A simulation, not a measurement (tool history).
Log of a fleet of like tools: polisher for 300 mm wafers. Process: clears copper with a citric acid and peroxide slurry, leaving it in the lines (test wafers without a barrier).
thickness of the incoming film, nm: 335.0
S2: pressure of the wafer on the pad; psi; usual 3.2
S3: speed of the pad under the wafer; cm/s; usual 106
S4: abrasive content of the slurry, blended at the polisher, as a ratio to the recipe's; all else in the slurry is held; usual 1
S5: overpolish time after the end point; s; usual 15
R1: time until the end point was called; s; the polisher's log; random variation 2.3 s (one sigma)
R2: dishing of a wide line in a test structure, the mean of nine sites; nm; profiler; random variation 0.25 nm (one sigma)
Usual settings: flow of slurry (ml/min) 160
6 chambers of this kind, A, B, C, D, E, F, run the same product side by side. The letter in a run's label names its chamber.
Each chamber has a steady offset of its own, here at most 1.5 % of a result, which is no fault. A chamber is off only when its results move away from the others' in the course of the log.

{"hour": 5.2, "done": "chamber E: worn pad replaced by a new one"}
{"run": "1E", "hour": 11.1, "flow of slurry (ml/min)": 160, "S2": 3.2, "S3": 106, "S4": 1, "S5": 15, "R1": 145.18, "R2": 23.723}
{"run": "2F", "hour": 21.8, "flow of slurry (ml/min)": 160, "S2": 3.2, "S3": 106, "S4": 1, "S5": 15, "R1": 153.17, "R2": 23.806}
{"run": "3D", "hour": 32.7, "flow of slurry (ml/min)": 160, "S2": 3.2, "S3": 106, "S4": 1, "S5": 15, "R1": 152.83, "R2": 23.982}
{"hour": 33.7, "done": "chamber A: worn pad replaced by a new one"}
{"hour": 36.4, "done": "chamber A: head pressure recalibrated"}
{"run": "4B", "hour": 42.4, "flow of slurry (ml/min)": 160, "S2": 3.2, "S3": 106, "S4": 1, "S5": 15, "R1": 148.82, "R2": 24.584}
{"run": "5C", "hour": 51.3, "flow of slurry (ml/min)": 160, "S2": 3.2, "S3": 106, "S4": 1, "S5": 15, "R1": 149.54, "R2": 24.31}
{"run": "6A", "hour": 60.8, "flow of slurry (ml/min)": 160, "S2": 3.2, "S3": 106, "S4": 1, "S5": 15, "R1": 150.57, "R2": 24.012}
{"hour": 62.2, "done": "chamber F: worn pad replaced by a new one"}
{"hour": 66.6, "done": "chamber C: worn pad replaced by a new one"}
{"run": "7A", "hour": 67.7, "flow of slurry (ml/min)": 160, "S2": 3.2, "S3": 106, "S4": 1, "S5": 15, "R1": 152.56, "R2": 24.308}
{"hour": 69.3, "done": "chamber F: slurry blender recalibrated"}
{"hour": 73.2, "done": "chamber A: slurry blender recalibrated"}
{"run": "8B", "hour": 74.0, "flow of slurry (ml/min)": 160, "S2": 3.2, "S3": 106, "S4": 1, "S5": 15, "R1": 147.47, "R2": 23.772}
{"hour": 74.7, "done": "chamber E: slurry blender recalibrated"}
{"run": "9E", "hour": 80.6, "flow of slurry (ml/min)": 160, "S2": 4.2, "S3": 106, "S4": 1, "S5": 12, "R1": 115.08, "R2": 24.939}
{"hour": 81.4, "done": "chamber B: worn pad replaced by a new one"}
{"run": "10C", "hour": 85.9, "flow of slurry (ml/min)": 160, "S2": 4.2, "S3": 106, "S4": 1, "S5": 12, "R1": 113.75, "R2": 25.66}
{"run": "11F", "hour": 91.2, "flow of slurry (ml/min)": 160, "S2": 4.2, "S3": 106, "S4": 1, "S5": 12, "R1": 114.73, "R2": 25.37}
{"hour": 96.8, "done": "chamber D: slurry nozzle cleaned"}
{"run": "12D", "hour": 101.6, "flow of slurry (ml/min)": 160, "S2": 4.2, "S3": 106, "S4": 1, "S5": 12, "R1": 115.57, "R2": 25.169}
{"run": "13A", "hour": 107.9, "flow of slurry (ml/min)": 160, "S2": 4.2, "S3": 106, "S4": 1, "S5": 12, "R1": 115.5, "R2": 25.391}
{"run": "14C", "hour": 117.4, "flow of slurry (ml/min)": 160, "S2": 4.2, "S3": 106, "S4": 1, "S5": 12, "R1": 114.55, "R2": 25.969}
{"run": "15E", "hour": 122.9, "flow of slurry (ml/min)": 160, "S2": 3.2, "S3": 106, "S4": 1, "S5": 15, "R1": 146.81, "R2": 24.056}
{"hour": 125.2, "done": "chamber C: slurry blender recalibrated"}
{"hour": 134.3, "done": "chamber E: slurry nozzle cleaned"}
{"run": "16D", "hour": 135.2, "flow of slurry (ml/min)": 160, "S2": 3.2, "S3": 106, "S4": 1, "S5": 15, "R1": 155.85, "R2": 23.607}
{"run": "17B", "hour": 142.9, "flow of slurry (ml/min)": 160, "S2": 3.2, "S3": 106, "S4": 1, "S5": 15, "R1": 150.2, "R2": 23.886}
{"hour": 145.4, "done": "chamber B: slurry blender recalibrated"}
{"run": "18F", "hour": 149.0, "flow of slurry (ml/min)": 160, "S2": 3.2, "S3": 106, "S4": 1, "S5": 15, "R1": 150.72, "R2": 24.363}
{"run": "19F", "hour": 158.3, "flow of slurry (ml/min)": 160, "S2": 3.7, "S3": 106, "S4": 1, "S5": 15, "R1": 129.57, "R2": 27.767}
{"hour": 165.7, "done": "chamber F: worn pad replaced by a new one"}
{"run": "20A", "hour": 168.8, "flow of slurry (ml/min)": 160, "S2": 3.7, "S3": 106, "S4": 1, "S5": 15, "R1": 132.47, "R2": 27.14}
{"run": "21E", "hour": 176.9, "flow of slurry (ml/min)": 160, "S2": 3.7, "S3": 106, "S4": 1, "S5": 15, "R1": 134.4, "R2": 27.258}
{"hour": 181.6, "done": "chamber A: worn pad replaced by a new one"}
{"hour": 184.7, "done": "chamber B: head pressure recalibrated"}
{"run": "22D", "hour": 185.7, "flow of slurry (ml/min)": 160, "S2": 3.7, "S3": 106, "S4": 1, "S5": 15, "R1": 134.81, "R2": 26.977}
{"hour": 186.1, "done": "chamber E: slurry blender recalibrated"}
{"hour": 189.5, "done": "chamber E: worn pad replaced by a new one"}
{"hour": 192.4, "done": "chamber C: worn pad replaced by a new one"}
{"run": "23C", "hour": 197.5, "flow of slurry (ml/min)": 160, "S2": 3.7, "S3": 106, "S4": 1, "S5": 15, "R1": 125.1, "R2": 28.273}
{"hour": 203.2, "done": "chamber D: head pressure recalibrated"}
{"run": "24B", "hour": 204.7, "flow of slurry (ml/min)": 160, "S2": 3.7, "S3": 106, "S4": 1, "S5": 15, "R1": 129.59, "R2": 27.395}
{"hour": 213.6, "done": "chamber A: slurry nozzle cleaned"}
{"run": "25C", "hour": 215.9, "flow of slurry (ml/min)": 160, "S2": 3.2, "S3": 106, "S4": 1, "S5": 15, "R1": 150.7, "R2": 24.646}
{"hour": 218.1, "done": "chamber F: slurry blender recalibrated"}
{"hour": 224.5, "done": "chamber D: worn pad replaced by a new one"}
{"run": "26D", "hour": 224.8, "flow of slurry (ml/min)": 160, "S2": 3.2, "S3": 106, "S4": 1, "S5": 15, "R1": 155.89, "R2": 23.456}
{"run": "27F", "hour": 231.1, "flow of slurry (ml/min)": 160, "S2": 3.2, "S3": 106, "S4": 1, "S5": 15, "R1": 152.62, "R2": 24.284}
{"run": "28B", "hour": 237.4, "flow of slurry (ml/min)": 160, "S2": 3.2, "S3": 106, "S4": 1, "S5": 15, "R1": 148.47, "R2": 23.983}
{"run": "29E", "hour": 243.6, "flow of slurry (ml/min)": 160, "S2": 3.2, "S3": 106, "S4": 1, "S5": 15, "R1": 149.93, "R2": 23.663}
{"run": "30A", "hour": 254.7, "flow of slurry (ml/min)": 160, "S2": 3.2, "S3": 134, "S4": 1, "S5": 15, "R1": 119.49, "R2": 29.695}
{"run": "31D", "hour": 266.6, "flow of slurry (ml/min)": 160, "S2": 3.2, "S3": 134, "S4": 1, "S5": 15, "R1": 126.38, "R2": 28.483}
{"hour": 272.9, "done": "chamber B: worn pad replaced by a new one"}
{"run": "32C", "hour": 275.4, "flow of slurry (ml/min)": 160, "S2": 3.2, "S3": 134, "S4": 1, "S5": 15, "R1": 120.92, "R2": 30.255}
{"hour": 276.7, "done": "chamber F: worn pad replaced by a new one"}
{"run": "33B", "hour": 284.0, "flow of slurry (ml/min)": 160, "S2": 3.2, "S3": 134, "S4": 1, "S5": 15, "R1": 116.36, "R2": 29.747}
{"hour": 291.5, "done": "chamber E: slurry blender recalibrated"}
{"hour": 292.6, "done": "chamber F: slurry nozzle cleaned"}
{"run": "34A", "hour": 293.3, "flow of slurry (ml/min)": 160, "S2": 3.2, "S3": 134, "S4": 1, "S5": 15, "R1": 119.91, "R2": 29.305}
{"hour": 298.1, "done": "chamber C: worn pad replaced by a new one"}
{"run": "35E", "hour": 300.5, "flow of slurry (ml/min)": 160, "S2": 3.2, "S3": 134, "S4": 1, "S5": 15, "R1": 120.19, "R2": 29.87}
{"run": "36F", "hour": 311.1, "flow of slurry (ml/min)": 160, "S2": 3.2, "S3": 106, "S4": 1, "S5": 15, "R1": 147.64, "R2": 24.82}
{"hour": 312.3, "done": "chamber A: worn pad replaced by a new one"}
{"run": "37A", "hour": 320.6, "flow of slurry (ml/min)": 160, "S2": 3.2, "S3": 106, "S4": 1, "S5": 15, "R1": 151.43, "R2": 24.186}
{"hour": 330.3, "done": "chamber F: slurry blender recalibrated"}
{"run": "38F", "hour": 332.0, "flow of slurry (ml/min)": 160, "S2": 3.2, "S3": 106, "S4": 1, "S5": 15, "R1": 147.91, "R2": 24.401}
{"run": "39E", "hour": 340.7, "flow of slurry (ml/min)": 160, "S2": 3.2, "S3": 106, "S4": 1, "S5": 15, "R1": 151.78, "R2": 23.906}
{"run": "40C", "hour": 350.5, "flow of slurry (ml/min)": 160, "S2": 3.2, "S3": 106, "S4": 1, "S5": 15, "R1": 148.46, "R2": 24.415}
{"hour": 352.9, "done": "chamber F: head pressure recalibrated"}
{"run": "41B", "hour": 361.4, "flow of slurry (ml/min)": 160, "S2": 3.2, "S3": 106, "S4": 1, "S5": 15, "R1": 151.6, "R2": 24.165}
{"run": "42D", "hour": 370.9, "flow of slurry (ml/min)": 160, "S2": 3.2, "S3": 106, "S4": 0.75, "S5": 15, "R1": 174.57, "R2": 21.023}
{"run": "43F", "hour": 379.2, "flow of slurry (ml/min)": 160, "S2": 3.2, "S3": 106, "S4": 0.75, "S5": 15, "R1": 161.01, "R2": 23.002}

Is one chamber off against the others, does the gauge drift, or is nothing wrong? If a chamber is off, say which, and what the likeliest cause is.

Chamber D drifts away from the others.
Cause: abrasive missing from the slurry, % = 33.2.

Here are 4 candidates for chamber D's next run, each the usual settings with a change, their results left as question marks. Which one brings its results back in line with what the others give on the usual settings?
In line means no further than this from the other chambers' mean on the usual settings: R1 8.2 s; R2 0.87 nm
{"run": "44D-1", "hour": 388.0, "flow of slurry (ml/min)": 160, "S2": 3.3, "S3": 112, "S4": 1, "S5": 15, "R1": "?", "R2": "?"}
{"run": "44D-2", "hour": 388.0, "flow of slurry (ml/min)": 160, "S2": 2.9, "S3": 96, "S4": 1, "S5": 15, "R1": "?", "R2": "?"}
{"run": "44D-3", "hour": 388.0, "flow of slurry (ml/min)": 160, "S2": 3.5, "S3": 116, "S4": 1, "S5": 15, "R1": "?", "R2": "?"}
{"run": "44D-4", "hour": 388.0, "flow of slurry (ml/min)": 160, "S2": 3.1, "S3": 100, "S4": 1, "S5": 15, "R1": "?", "R2": "?"}

The other chambers' mean on the usual settings: R1 149.6 s; R2 24.157 nm
run=44D-1 R1=152.11 R2=23.909
run=44D-2 R1=200.85 R2=18.523
run=44D-3 R1=138.7 R2=26.001
run=44D-4 R1=180.82 R2=20.42
44D-1 brings the chamber back in line.
